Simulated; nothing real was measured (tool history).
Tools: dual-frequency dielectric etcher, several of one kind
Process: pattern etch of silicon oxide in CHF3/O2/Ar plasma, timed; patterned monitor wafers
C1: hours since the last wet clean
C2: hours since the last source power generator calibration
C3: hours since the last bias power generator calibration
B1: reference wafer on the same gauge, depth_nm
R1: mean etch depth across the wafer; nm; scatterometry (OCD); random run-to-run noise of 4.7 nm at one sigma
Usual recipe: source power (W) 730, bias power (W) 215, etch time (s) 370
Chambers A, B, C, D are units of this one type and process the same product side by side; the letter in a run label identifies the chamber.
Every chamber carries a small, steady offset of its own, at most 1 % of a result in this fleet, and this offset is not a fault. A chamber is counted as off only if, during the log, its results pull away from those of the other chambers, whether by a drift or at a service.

{"run": "1D", "hour": 7.2, "source power (W)": 730, "bias power (W)": 215, "etch time (s)": 370, "C1": 184, "C2": 1932.3, "C3": 3496.9, "B1": 917.13, "R1": 846.31}
{"run": "2C", "hour": 11.9, "source power (W)": 730, "bias power (W)": 215, "etch time (s)": 370, "C1": 40.5, "C2": 587.4, "C3": 2525.4, "B1": 917.07, "R1": 828.65}
{"run": "3B", "hour": 18.9, "source power (W)": 730, "bias power (W)": 215, "etch time (s)": 370, "C1": 139.4, "C2": 2449.5, "C3": 33.6, "B1": 919.36, "R1": 834.1}
{"hour": 21.1, "done": "chamber D: source power generator calibrated"}
{"run": "4A", "hour": 24.7, "source power (W)": 730, "bias power (W)": 215, "etch time (s)": 370, "C1": 315.7, "C2": 3273.2, "C3": 1563, "B1": 918.35, "R1": 846.05}
{"run": "5B", "hour": 31.1, "source power (W)": 730, "bias power (W)": 215, "etch time (s)": 370, "C1": 151.6, "C2": 2461.7, "C3": 45.8, "B1": 918.28, "R1": 831.84}
{"run": "6A", "hour": 39.0, "source power (W)": 730, "bias power (W)": 215, "etch time (s)": 370, "C1": 330, "C2": 3287.5, "C3": 1577.3, "B1": 917.59, "R1": 835.03}
{"run": "7C", "hour": 48.0, "source power (W)": 730, "bias power (W)": 215, "etch time (s)": 370, "C1": 76.6, "C2": 623.5, "C3": 2561.5, "B1": 917.28, "R1": 828.28}
{"run": "8D", "hour": 57.4, "source power (W)": 730, "bias power (W)": 215, "etch time (s)": 370, "C1": 234.2, "C2": 36.3, "C3": 3547.1, "B1": 917.13, "R1": 839.27}
{"run": "9C", "hour": 63.5, "source power (W)": 730, "bias power (W)": 215, "etch time (s)": 370, "C1": 92.1, "C2": 639, "C3": 2577, "B1": 917.65, "R1": 826.59}
{"run": "10A", "hour": 71.1, "source power (W)": 730, "bias power (W)": 215, "etch time (s)": 435.5, "C1": 362.1, "C2": 3319.6, "C3": 1609.4, "B1": 919.25, "R1": 987.59}
{"run": "11B", "hour": 76.3, "source power (W)": 730, "bias power (W)": 215, "etch time (s)": 435.5, "C1": 196.8, "C2": 2506.9, "C3": 91, "B1": 917.86, "R1": 975.32}
{"run": "12D", "hour": 86.3, "source power (W)": 730, "bias power (W)": 215, "etch time (s)": 435.5, "C1": 263.1, "C2": 65.2, "C3": 3576, "B1": 918.52, "R1": 998.15}
{"run": "13C", "hour": 91.5, "source power (W)": 730, "bias power (W)": 215, "etch time (s)": 435.5, "C1": 120.1, "C2": 667, "C3": 2605, "B1": 917.74, "R1": 974.78}
{"run": "14D", "hour": 98.2, "source power (W)": 680, "bias power (W)": 215, "etch time (s)": 316, "C1": 275, "C2": 77.1, "C3": 3587.9, "B1": 918.93, "R1": 701.19}
{"run": "15A", "hour": 105.2, "source power (W)": 680, "bias power (W)": 215, "etch time (s)": 316, "C1": 396.2, "C2": 3353.7, "C3": 1643.5, "B1": 918.15, "R1": 706.43}
{"run": "16B", "hour": 111.6, "source power (W)": 680, "bias power (W)": 215, "etch time (s)": 316, "C1": 232.1, "C2": 2542.2, "C3": 126.3, "B1": 918.19, "R1": 695.57}
{"run": "17A", "hour": 116.5, "source power (W)": 680, "bias power (W)": 215, "etch time (s)": 316, "C1": 407.5, "C2": 3365, "C3": 1654.8, "B1": 918.47, "R1": 703.4}
{"run": "18B", "hour": 126.2, "source power (W)": 660, "bias power (W)": 215, "etch time (s)": 275, "C1": 246.7, "C2": 2556.8, "C3": 140.9, "B1": 918.36, "R1": 594.21}
{"run": "19D", "hour": 132.4, "source power (W)": 660, "bias power (W)": 215, "etch time (s)": 275, "C1": 309.2, "C2": 111.3, "C3": 3622.1, "B1": 918.64, "R1": 603.95}
{"run": "20C", "hour": 138.6, "source power (W)": 660, "bias power (W)": 215, "etch time (s)": 275, "C1": 167.2, "C2": 714.1, "C3": 2652.1, "B1": 918.07, "R1": 593.8}
{"run": "21A", "hour": 144.2, "source power (W)": 660, "bias power (W)": 215, "etch time (s)": 275, "C1": 435.2, "C2": 3392.7, "C3": 1682.5, "B1": 918.24, "R1": 603.69}
{"run": "22B", "hour": 150.8, "source power (W)": 730, "bias power (W)": 215, "etch time (s)": 370, "C1": 271.3, "C2": 2581.4, "C3": 165.5, "B1": 917.64, "R1": 835.78}
{"run": "23C", "hour": 158.3, "source power (W)": 730, "bias power (W)": 215, "etch time (s)": 370, "C1": 186.9, "C2": 733.8, "C3": 2671.8, "B1": 918.78, "R1": 829.4}
{"hour": 164.2, "done": "chamber A: source power generator calibrated"}
{"run": "24D", "hour": 165.6, "source power (W)": 730, "bias power (W)": 215, "etch time (s)": 370, "C1": 342.4, "C2": 144.5, "C3": 3655.3, "B1": 917.09, "R1": 847.66}
{"run": "25C", "hour": 175.3, "source power (W)": 730, "bias power (W)": 215, "etch time (s)": 370, "C1": 203.9, "C2": 750.8, "C3": 2688.8, "B1": 919.71, "R1": 826.18}
{"run": "26D", "hour": 182.2, "source power (W)": 730, "bias power (W)": 215, "etch time (s)": 370, "C1": 359, "C2": 161.1, "C3": 3671.9, "B1": 919.39, "R1": 840.01}
{"run": "27A", "hour": 190.4, "source power (W)": 730, "bias power (W)": 215, "etch time (s)": 370, "C1": 481.4, "C2": 26.2, "C3": 1728.7, "B1": 917.47, "R1": 834.79}
{"run": "28B", "hour": 198.2, "source power (W)": 730, "bias power (W)": 215, "etch time (s)": 370, "C1": 318.7, "C2": 2628.8, "C3": 212.9, "B1": 917.18, "R1": 820.89}
{"run": "29B", "hour": 205.8, "source power (W)": 730, "bias power (W)": 215, "etch time (s)": 370, "C1": 326.3, "C2": 2636.4, "C3": 220.5, "B1": 916.57, "R1": 827.12}
{"run": "30D", "hour": 211.7, "source power (W)": 730, "bias power (W)": 215, "etch time (s)": 370, "C1": 388.5, "C2": 190.6, "C3": 3701.4, "B1": 918.03, "R1": 852.36}
{"run": "31A", "hour": 219.2, "source power (W)": 730, "bias power (W)": 215, "etch time (s)": 370, "C1": 510.2, "C2": 55, "C3": 1757.5, "B1": 918.09, "R1": 836.36}
{"run": "32C", "hour": 226.8, "source power (W)": 730, "bias power (W)": 215, "etch time (s)": 370, "C1": 255.4, "C2": 802.3, "C3": 2740.3, "B1": 917, "R1": 824.63}
{"run": "33A", "hour": 234.5, "source power (W)": 730, "bias power (W)": 215, "etch time (s)": 370, "C1": 525.5, "C2": 70.3, "C3": 1772.8, "B1": 917.1, "R1": 844.22}
{"run": "34B", "hour": 239.5, "source power (W)": 730, "bias power (W)": 215, "etch time (s)": 370, "C1": 360, "C2": 2670.1, "C3": 254.2, "B1": 917.86, "R1": 835.42}
{"hour": 242.8, "done": "chamber B: source power generator calibrated"}
{"run": "35C", "hour": 247.7, "source power (W)": 730, "bias power (W)": 215, "etch time (s)": 370, "C1": 276.3, "C2": 823.2, "C3": 2761.2, "B1": 918.27, "R1": 829.14}
{"run": "36D", "hour": 253.2, "source power (W)": 730, "bias power (W)": 215, "etch time (s)": 370, "C1": 430, "C2": 232.1, "C3": 3742.9, "B1": 917.68, "R1": 835.42}
{"run": "37A", "hour": 260.7, "source power (W)": 730, "bias power (W)": 215, "etch time (s)": 370, "C1": 551.7, "C2": 96.5, "C3": 1799, "B1": 918.25, "R1": 831.42}
{"run": "38C", "hour": 267.1, "source power (W)": 730, "bias power (W)": 215, "etch time (s)": 370, "C1": 295.7, "C2": 842.6, "C3": 2780.6, "B1": 917.68, "R1": 820.49}
{"run": "39B", "hour": 276.6, "source power (W)": 810, "bias power (W)": 215, "etch time (s)": 304, "C1": 397.1, "C2": 33.9, "C3": 291.3, "B1": 916.82, "R1": 705.45}
{"run": "40D", "hour": 285.3, "source power (W)": 810, "bias power (W)": 215, "etch time (s)": 304, "C1": 462.1, "C2": 264.2, "C3": 3775, "B1": 918.03, "R1": 720.07}

All chambers now run identical settings, listed one chamber a line with results as question marks. What results will each chamber show?
{"run": "41A", "hour": 292.8, "source power (W)": 730, "bias power (W)": 215, "etch time (s)": 448.5, "R1": "?"}
{"run": "41B", "hour": 292.8, "source power (W)": 730, "bias power (W)": 215, "etch time (s)": 448.5, "R1": "?"}
{"run": "41C", "hour": 292.8, "source power (W)": 730, "bias power (W)": 215, "etch time (s)": 448.5, "R1": "?"}
{"run": "41D", "hour": 292.8, "source power (W)": 730, "bias power (W)": 215, "etch time (s)": 448.5, "R1": "?"}

run=41A R1=1012.9
run=41B R1=1010.6
run=41C R1=1001.5
run=41D R1=1020.4

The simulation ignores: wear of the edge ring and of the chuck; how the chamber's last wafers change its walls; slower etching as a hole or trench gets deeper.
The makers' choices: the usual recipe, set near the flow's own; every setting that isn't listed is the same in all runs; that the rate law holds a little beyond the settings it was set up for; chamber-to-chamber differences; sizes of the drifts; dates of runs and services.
